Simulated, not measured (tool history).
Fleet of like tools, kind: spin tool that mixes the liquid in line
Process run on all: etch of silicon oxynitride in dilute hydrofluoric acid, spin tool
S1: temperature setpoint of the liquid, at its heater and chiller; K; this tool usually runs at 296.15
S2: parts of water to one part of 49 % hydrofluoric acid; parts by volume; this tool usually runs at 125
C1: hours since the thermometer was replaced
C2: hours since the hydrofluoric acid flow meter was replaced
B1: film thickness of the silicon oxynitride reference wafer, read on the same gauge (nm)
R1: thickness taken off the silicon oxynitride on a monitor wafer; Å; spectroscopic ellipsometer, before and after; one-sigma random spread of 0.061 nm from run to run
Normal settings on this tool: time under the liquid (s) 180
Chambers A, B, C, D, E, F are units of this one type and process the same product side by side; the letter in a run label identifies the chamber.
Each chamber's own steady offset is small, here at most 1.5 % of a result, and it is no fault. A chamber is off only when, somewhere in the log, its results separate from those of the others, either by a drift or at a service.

{"run": "1D", "day": 0.342, "S1": 296.15, "S2": 125, "time under the liquid (s)": 180, "C1": 122.2, "C2": 356.8, "B1": 120.0, "R1": 62.161}
{"run": "2A", "day": 0.596, "S1": 296.15, "S2": 125, "time under the liquid (s)": 180, "C1": 1600.8, "C2": 697.3, "B1": 120.0, "R1": 64.034}
{"run": "3C", "day": 0.817, "S1": 296.15, "S2": 125, "time under the liquid (s)": 180, "C1": 193.2, "C2": 1182.5, "B1": 119.99, "R1": 62.973}
{"run": "4F", "day": 1.054, "S1": 296.15, "S2": 125, "time under the liquid (s)": 180, "C1": 126.0, "C2": 145.3, "B1": 120.01, "R1": 63.717}
{"run": "5E", "day": 1.246, "S1": 296.15, "S2": 125, "time under the liquid (s)": 180, "C1": 390.2, "C2": 261.4, "B1": 119.99, "R1": 63.353}
{"run": "6B", "day": 1.438, "S1": 296.15, "S2": 125, "time under the liquid (s)": 180, "C1": 1257.6, "C2": 298.5, "B1": 119.99, "R1": 64.59}
{"run": "7C", "day": 1.646, "S1": 296.15, "S2": 125, "time under the liquid (s)": 180, "C1": 213.1, "C2": 1202.4, "B1": 119.96, "R1": 63.119}
{"run": "8A", "day": 1.921, "S1": 296.15, "S2": 125, "time under the liquid (s)": 180, "C1": 1632.6, "C2": 729.1, "B1": 120.0, "R1": 63.727}
{"run": "9E", "day": 2.196, "S1": 296.15, "S2": 125, "time under the liquid (s)": 180, "C1": 413.0, "C2": 284.2, "B1": 119.97, "R1": 61.213}
{"run": "10B", "day": 2.458, "S1": 296.15, "S2": 125, "time under the liquid (s)": 180, "C1": 1282.1, "C2": 323.0, "B1": 120.04, "R1": 63.381}
{"run": "11F", "day": 2.662, "S1": 296.15, "S2": 125, "time under the liquid (s)": 180, "C1": 164.6, "C2": 183.9, "B1": 120.0, "R1": 64.532}
{"run": "12D", "day": 2.975, "S1": 296.15, "S2": 125, "time under the liquid (s)": 180, "C1": 185.4, "C2": 420.0, "B1": 120.03, "R1": 62.837}
{"run": "13A", "day": 3.267, "S1": 296.15, "S2": 125, "time under the liquid (s)": 180, "C1": 1664.9, "C2": 761.4, "B1": 120.03, "R1": 63.375}
{"run": "14B", "day": 3.425, "S1": 296.15, "S2": 125, "time under the liquid (s)": 180, "C1": 1305.3, "C2": 346.2, "B1": 120.03, "R1": 64.36}
{"run": "15C", "day": 3.588, "S1": 296.15, "S2": 125, "time under the liquid (s)": 180, "C1": 259.7, "C2": 1249.0, "B1": 119.99, "R1": 62.942}
{"run": "16D", "day": 3.846, "S1": 296.15, "S2": 125, "time under the liquid (s)": 180, "C1": 206.3, "C2": 440.9, "B1": 120.01, "R1": 61.911}
{"run": "17E", "day": 4.096, "S1": 296.15, "S2": 125, "time under the liquid (s)": 180, "C1": 458.6, "C2": 329.8, "B1": 120.0, "R1": 61.889}
{"run": "18F", "day": 4.417, "S1": 296.15, "S2": 125, "time under the liquid (s)": 180, "C1": 206.7, "C2": 226.0, "B1": 119.99, "R1": 62.138}
{"run": "19C", "day": 4.579, "S1": 296.15, "S2": 125, "time under the liquid (s)": 180, "C1": 283.5, "C2": 1272.8, "B1": 120.0, "R1": 62.756}
{"run": "20A", "day": 4.75, "S1": 296.15, "S2": 125, "time under the liquid (s)": 180, "C1": 1700.5, "C2": 797.0, "B1": 120.01, "R1": 63.495}
{"run": "21F", "day": 4.975, "S1": 296.15, "S2": 125, "time under the liquid (s)": 180, "C1": 220.1, "C2": 239.4, "B1": 120.0, "R1": 62.663}
{"run": "22D", "day": 5.3, "S1": 296.15, "S2": 125, "time under the liquid (s)": 240, "C1": 241.2, "C2": 475.8, "B1": 119.99, "R1": 83.452}
{"run": "23B", "day": 5.517, "S1": 296.15, "S2": 125, "time under the liquid (s)": 240, "C1": 1355.5, "C2": 396.4, "B1": 119.98, "R1": 85.003}
{"run": "24E", "day": 5.8, "S1": 296.15, "S2": 125, "time under the liquid (s)": 240, "C1": 499.5, "C2": 370.7, "B1": 119.99, "R1": 78.36}
{"run": "25F", "day": 6.025, "S1": 296.15, "S2": 125, "time under the liquid (s)": 240, "C1": 245.3, "C2": 264.6, "B1": 120.02, "R1": 84.995}
{"run": "26C", "day": 6.325, "S1": 296.15, "S2": 125, "time under the liquid (s)": 240, "C1": 325.4, "C2": 1314.7, "B1": 119.99, "R1": 83.181}
{"run": "27A", "day": 6.575, "S1": 296.15, "S2": 125, "time under the liquid (s)": 240, "C1": 1744.3, "C2": 840.8, "B1": 119.99, "R1": 84.079}
{"run": "28D", "day": 6.904, "S1": 296.15, "S2": 125, "time under the liquid (s)": 180, "C1": 279.7, "C2": 514.3, "B1": 120.0, "R1": 62.184}
{"run": "29E", "day": 7.162, "S1": 296.15, "S2": 125, "time under the liquid (s)": 180, "C1": 532.2, "C2": 403.4, "B1": 119.99, "R1": 59.243}
{"run": "30B", "day": 7.367, "S1": 296.15, "S2": 125, "time under the liquid (s)": 180, "C1": 1399.9, "C2": 440.8, "B1": 119.97, "R1": 63.715}
{"run": "31A", "day": 7.517, "S1": 296.15, "S2": 125, "time under the liquid (s)": 180, "C1": 1766.9, "C2": 863.4, "B1": 120.03, "R1": 63.44}
{"run": "32C", "day": 7.825, "S1": 296.15, "S2": 125, "time under the liquid (s)": 180, "C1": 361.4, "C2": 1350.7, "B1": 120.03, "R1": 62.231}
{"day": 7.962, "done": "chamber E: hydrofluoric acid flow meter replaced"}
{"run": "33D", "day": 8.004, "S1": 296.15, "S2": 125, "time under the liquid (s)": 180, "C1": 306.1, "C2": 540.7, "B1": 119.99, "R1": 62.7}
{"run": "34E", "day": 8.25, "S1": 296.15, "S2": 125, "time under the liquid (s)": 180, "C1": 558.3, "C2": 7.0, "B1": 120.01, "R1": 58.439}
{"run": "35F", "day": 8.462, "S1": 296.15, "S2": 125, "time under the liquid (s)": 180, "C1": 303.8, "C2": 323.1, "B1": 120.01, "R1": 63.038}
{"run": "36B", "day": 8.692, "S1": 296.15, "S2": 105, "time under the liquid (s)": 230, "C1": 1431.7, "C2": 472.6, "B1": 120.0, "R1": 100.04}
{"run": "37C", "day": 8.842, "S1": 296.15, "S2": 105, "time under the liquid (s)": 230, "C1": 385.8, "C2": 1375.1, "B1": 120.0, "R1": 96.623}

What goes on in this fleet: one chamber off, a drifting gauge, or nothing beyond the chambers' own small offsets? Name the chamber and the cause, if any.

It is chamber E that slowly wanders off from its peers.
What lies behind it: liquid colder than its thermometer reads (K) = 2.05.

Here are 4 candidates for chamber E's next run, each the usual settings with a change, their results left as question marks. Which one brings its results back in line with what the others give on the usual settings?
To be in line, a result may differ from the other chambers' mean on the usual settings by at most: R1 2.100 Å
{"run": "38E-1", "day": 9.092, "S1": 296.15, "S2": 120, "time under the liquid (s)": 190, "R1": "?"}
{"run": "38E-2", "day": 9.092, "S1": 300.15, "S2": 125, "time under the liquid (s)": 180, "R1": "?"}
{"run": "38E-3", "day": 9.092, "S1": 295.65, "S2": 145, "time under the liquid (s)": 180, "R1": "?"}
{"run": "38E-4", "day": 9.092, "S1": 296.15, "S2": 130, "time under the liquid (s)": 170, "R1": "?"}

On the usual settings, the other chambers give on average: R1 63.234 Å
run=38E-1 R1=63.315
run=38E-2 R1=69.064
run=38E-3 R1=47.689
run=38E-4 R1=51.939
With 38E-1, the chamber falls back in line with the rest.
